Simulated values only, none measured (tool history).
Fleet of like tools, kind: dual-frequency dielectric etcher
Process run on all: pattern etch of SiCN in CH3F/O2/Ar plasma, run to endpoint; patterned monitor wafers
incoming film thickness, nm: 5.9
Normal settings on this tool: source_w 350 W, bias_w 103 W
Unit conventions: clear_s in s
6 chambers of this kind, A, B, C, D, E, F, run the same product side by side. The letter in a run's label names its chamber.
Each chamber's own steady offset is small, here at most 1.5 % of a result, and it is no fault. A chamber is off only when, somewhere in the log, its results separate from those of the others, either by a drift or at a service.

| run | hour | source_w | bias_w | hours since the last wet clean | hours since the last source power generator calibration | hours since the last bias power generator calibration | clear_s |
|---|---|---|---|---|---|---|---|
| 1C | 9.6 | 350 | 103 | 276.9 | 3380.1 | 2336.2 | 14.306 |
|  | 14.6 | chamber B: source power generator calibrated |
| 2D | 14.8 | 350 | 103 | 258.4 | 1468.4 | 3802 | 14.797 |
| 3F | 23.5 | 350 | 103 | 517.9 | 2231.4 | 640.3 | 14.35 |
| 4B | 32.3 | 350 | 103 | 541.5 | 17.7 | 2652.4 | 14.354 |
| 5A | 37.6 | 350 | 103 | 239.3 | 332.3 | 2560.7 | 14.352 |
| 6E | 44.7 | 350 | 103 | 130.3 | 2105.5 | 282.1 | 14.559 |
| 7E | 50.4 | 350 | 103 | 136 | 2111.2 | 287.8 | 14.759 |
| 8D | 59.2 | 350 | 103 | 302.8 | 1512.8 | 3846.4 | 14.61 |
|  | 60.3 | chamber F: wet clean of the chamber |
| 9C | 65.8 | 350 | 103 | 333.1 | 3436.3 | 2392.4 | 14.32 |
| 10B | 74.3 | 350 | 103 | 583.5 | 59.7 | 2694.4 | 14.413 |
| 11A | 82.8 | 350 | 103 | 284.5 | 377.5 | 2605.9 | 14.581 |
| 12F | 88 | 350 | 103 | 27.8 | 2295.9 | 704.8 | 14.315 |
|  | 90.8 | chamber B: wet clean of the chamber |
| 13E | 93.6 | 260 | 128 | 179.2 | 2154.4 | 331 | 14.928 |
| 14B | 103.2 | 260 | 128 | 12.4 | 88.6 | 2723.3 | 14.833 |
|  | 105.7 | chamber D: wet clean of the chamber |
| 15D | 114 | 260 | 128 | 8.3 | 1567.6 | 3901.2 | 15.093 |
| 16C | 125.6 | 260 | 128 | 392.9 | 3496.1 | 2452.2 | 14.697 |
| 17A | 133.4 | 260 | 128 | 335.1 | 428.1 | 2656.5 | 14.919 |
| 18F | 144.5 | 260 | 128 | 84.3 | 2352.4 | 761.3 | 14.674 |
| 19E | 152.9 | 350 | 103 | 238.5 | 2213.7 | 390.3 | 14.603 |
| 20A | 161.8 | 350 | 103 | 363.5 | 456.5 | 2684.9 | 14.514 |
| 21B | 173.8 | 350 | 103 | 83 | 159.2 | 2793.9 | 14.448 |
| 22D | 184.5 | 350 | 103 | 78.8 | 1638.1 | 3971.7 | 14.844 |
| 23F | 193.9 | 350 | 103 | 133.7 | 2401.8 | 810.7 | 14.367 |
| 24C | 202.1 | 350 | 103 | 469.4 | 3572.6 | 2528.7 | 14.483 |
| 25D | 213.8 | 420 | 103 | 108.1 | 1667.4 | 4001 | 13.761 |
| 26E | 221.1 | 420 | 103 | 306.7 | 2281.9 | 458.5 | 13.556 |
| 27F | 232.5 | 420 | 103 | 172.3 | 2440.4 | 849.3 | 13.554 |
| 28B | 242.9 | 420 | 103 | 152.1 | 228.3 | 2863 | 13.361 |
| 29A | 251.6 | 420 | 103 | 453.3 | 546.3 | 2774.7 | 13.633 |
| 30C | 258.1 | 420 | 103 | 525.4 | 3628.6 | 2584.7 | 13.756 |
| 31F | 267.2 | 350 | 103 | 207 | 2475.1 | 884 | 14.441 |
| 32C | 277.4 | 350 | 103 | 544.7 | 3647.9 | 2604 | 14.781 |
| 33A | 283.2 | 350 | 103 | 484.9 | 577.9 | 2806.3 | 14.643 |
| 34E | 288.6 | 350 | 103 | 374.2 | 2349.4 | 526 | 14.572 |
| 35B | 294.5 | 350 | 103 | 203.7 | 279.9 | 2914.6 | 14.562 |
| 36D | 300.9 | 350 | 103 | 195.2 | 1754.5 | 4088.1 | 14.649 |
| 37A | 306.8 | 350 | 103 | 508.5 | 601.5 | 2829.9 | 14.601 |
| 38B | 316.3 | 390 | 103 | 225.5 | 301.7 | 2936.4 | 13.977 |
| 39D | 322.2 | 390 | 103 | 216.5 | 1775.8 | 4109.4 | 14.185 |
| 40E | 333.3 | 390 | 103 | 418.9 | 2394.1 | 570.7 | 14.129 |
| 41F | 344.4 | 390 | 103 | 284.2 | 2552.3 | 961.2 | 13.713 |
| 42C | 350.1 | 390 | 103 | 617.4 | 3720.6 | 2676.7 | 14.268 |
| 43E | 360.3 | 390 | 103 | 445.9 | 2421.1 | 597.7 | 14.112 |

Next, every chamber runs the same settings. What will each give?
| 44A | 368.9 | 350 | 103 |  |  |  | ? |
| 44B | 368.9 | 350 | 103 |  |  |  | ? |
| 44C | 368.9 | 350 | 103 |  |  |  | ? |
| 44D | 368.9 | 350 | 103 |  |  |  | ? |
| 44E | 368.9 | 350 | 103 |  |  |  | ? |
| 44F | 368.9 | 350 | 103 |  |  |  | ? |

| run | clear_s |
|---|---|
| 44A | 14.569 |
| 44B | 14.438 |
| 44C | 15.057 |
| 44D | 14.674 |
| 44E | 14.595 |
| 44F | 14.396 |
